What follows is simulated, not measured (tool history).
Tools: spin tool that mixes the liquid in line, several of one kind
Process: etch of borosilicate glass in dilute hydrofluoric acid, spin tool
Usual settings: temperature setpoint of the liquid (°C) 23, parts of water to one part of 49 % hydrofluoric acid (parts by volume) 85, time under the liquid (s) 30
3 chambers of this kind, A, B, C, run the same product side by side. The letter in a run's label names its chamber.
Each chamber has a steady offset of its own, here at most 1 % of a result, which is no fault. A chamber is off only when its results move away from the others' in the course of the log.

run,hour,temperature setpoint of the liquid (°C),parts of water to one part of 49 % hydrofluoric acid (parts by volume),time under the liquid (s),hours since the thermometer was replaced,hours since the hydrofluoric acid flow meter was replaced,"read-back film thickness of the borosilicate glass reference wafer, read on the same gauge (nm)",thickness taken off the borosilicate glass on a monitor wafer (angstrom)
1B,6,23,85,30,961.6,1071.3,39.987,85.424
2A,12.1,23,85,30,981.3,1331,39.964,85.25
3C,16.3,23,85,30,322.9,1141.6,40.024,85.415
4C,20.9,23,85,30,327.5,1146.2,39.999,86.482
5A,25.8,23,85,30,995,1344.7,39.996,85.073
6B,32.1,23,70,30,987.7,1097.4,39.968,106.83
7B,37.5,23,70,30,993.1,1102.8,39.975,107.5
8A,41.6,23,70,30,1010.8,1360.5,39.974,104.4
9C,48.3,23,85,30,354.9,1173.6,39.986,84.87
10B,55.8,23,85,30,1011.4,1121.1,39.982,85.522
11A,62.9,23,85,30,1032.1,1381.8,39.996,85.249
12C,69,23,85,30,375.6,1194.3,40.01,84.591
13C,77.1,20,85,30,383.7,1202.4,40.003,75.341
14B,83.2,20,85,30,1038.8,1148.5,39.983,76.148
15A,89.4,20,85,30,1058.6,1408.3,40.032,76.702
16C,94.8,23,85,30,401.4,1220.1,40.032,86.161
17A,102.2,23,85,30,1071.4,1421.1,39.946,87.673
18B,106.3,23,85,30,1061.9,1171.6,40.01,85.11
19C,114.4,23,85,30,421,1239.7,40.029,84.611
20A,119,23,85,30,1088.2,1437.9,39.945,87.549
21B,125.7,23,85,30,1081.3,1191,39.981,86.597
22B,130.4,23,85,30,1086,1195.7,40.026,85.636
23C,134.3,23,85,30,440.9,1259.6,40.003,85.196
24A,141.5,23,85,30,1110.7,1460.4,40.026,89.514
25A,147.5,23,85,30,1116.7,1466.4,39.989,88.272
26B,151.1,23,85,30,1106.7,1216.4,39.992,86.313
27C,156.9,23,85,30,463.5,1282.2,39.992,84.63
28B,164,23,85,30,1119.6,1229.3,40.011,86.435
29C,169.5,23,85,30,476.1,1294.8,39.97,86.077
30A,173.2,23,85,30,1142.4,1492.1,39.991,90.117
31B,179.1,23,85,30,1134.7,1244.4,39.997,85.638
32C,186.8,23,60,30,493.4,1312.1,39.973,123.91
33A,192.3,23,60,30,1161.5,1511.2,40.027,131.31
34B,199.6,23,60,30,1155.2,1264.9,40.02,124.71
35C,205,23,85,30,511.6,1330.3,39.988,84.91
36A,211.9,23,85,30,1181.1,1530.8,39.968,91.96
37A,217.2,23,85,30,1186.4,1536.1,39.99,91.078
38B,225,23,85,30,1180.6,1290.3,39.993,85.707
39C,230.3,23,85,30,536.9,1355.6,39.951,85.747
40B,235.8,23,85,30,1191.4,1301.1,39.993,85.747
41C,241.3,23,85,30,547.9,1366.6,40.025,85.369
42A,246.9,23,85,30,1216.1,1565.8,40.044,92.216
43A,252.7,23,85,30,1221.9,1571.6,39.997,92.899
44C,258.5,23,85,30,565.1,1383.8,39.98,85.192

Is one chamber off against the others, does the gauge drift, or is nothing wrong? If a chamber is off, say which, and what the likeliest cause is.

Chamber A drifts away from the others.
Cause: hydrofluoric acid flow above the setpoint (%) = 8.98.
The log may not tell that from: liquid hotter than its thermometer reads (K).

Here are 4 candidates for chamber A's next run, each the usual settings with a change, their results left as question marks. Which one brings its results back in line with what the others give on the usual settings?
In line means no further than this from the other chambers' mean on the usual settings: thickness taken off the borosilicate glass on a monitor wafer (angstrom) 2
45A-1,264.3,22.5,90,30,,,,?
45A-2,264.3,23.5,80,30,,,,?
45A-3,264.3,23,85,25,,,,?
45A-4,264.3,27.5,85,30,,,,?

The other chambers' mean on the usual settings: thickness taken off the borosilicate glass on a monitor wafer (angstrom) 85.539
run,thickness taken off the borosilicate glass on a monitor wafer (angstrom)
45A-1,86.023
45A-2,101.83
45A-3,77.86
45A-4,112.08
45A-1 brings the chamber back in line.
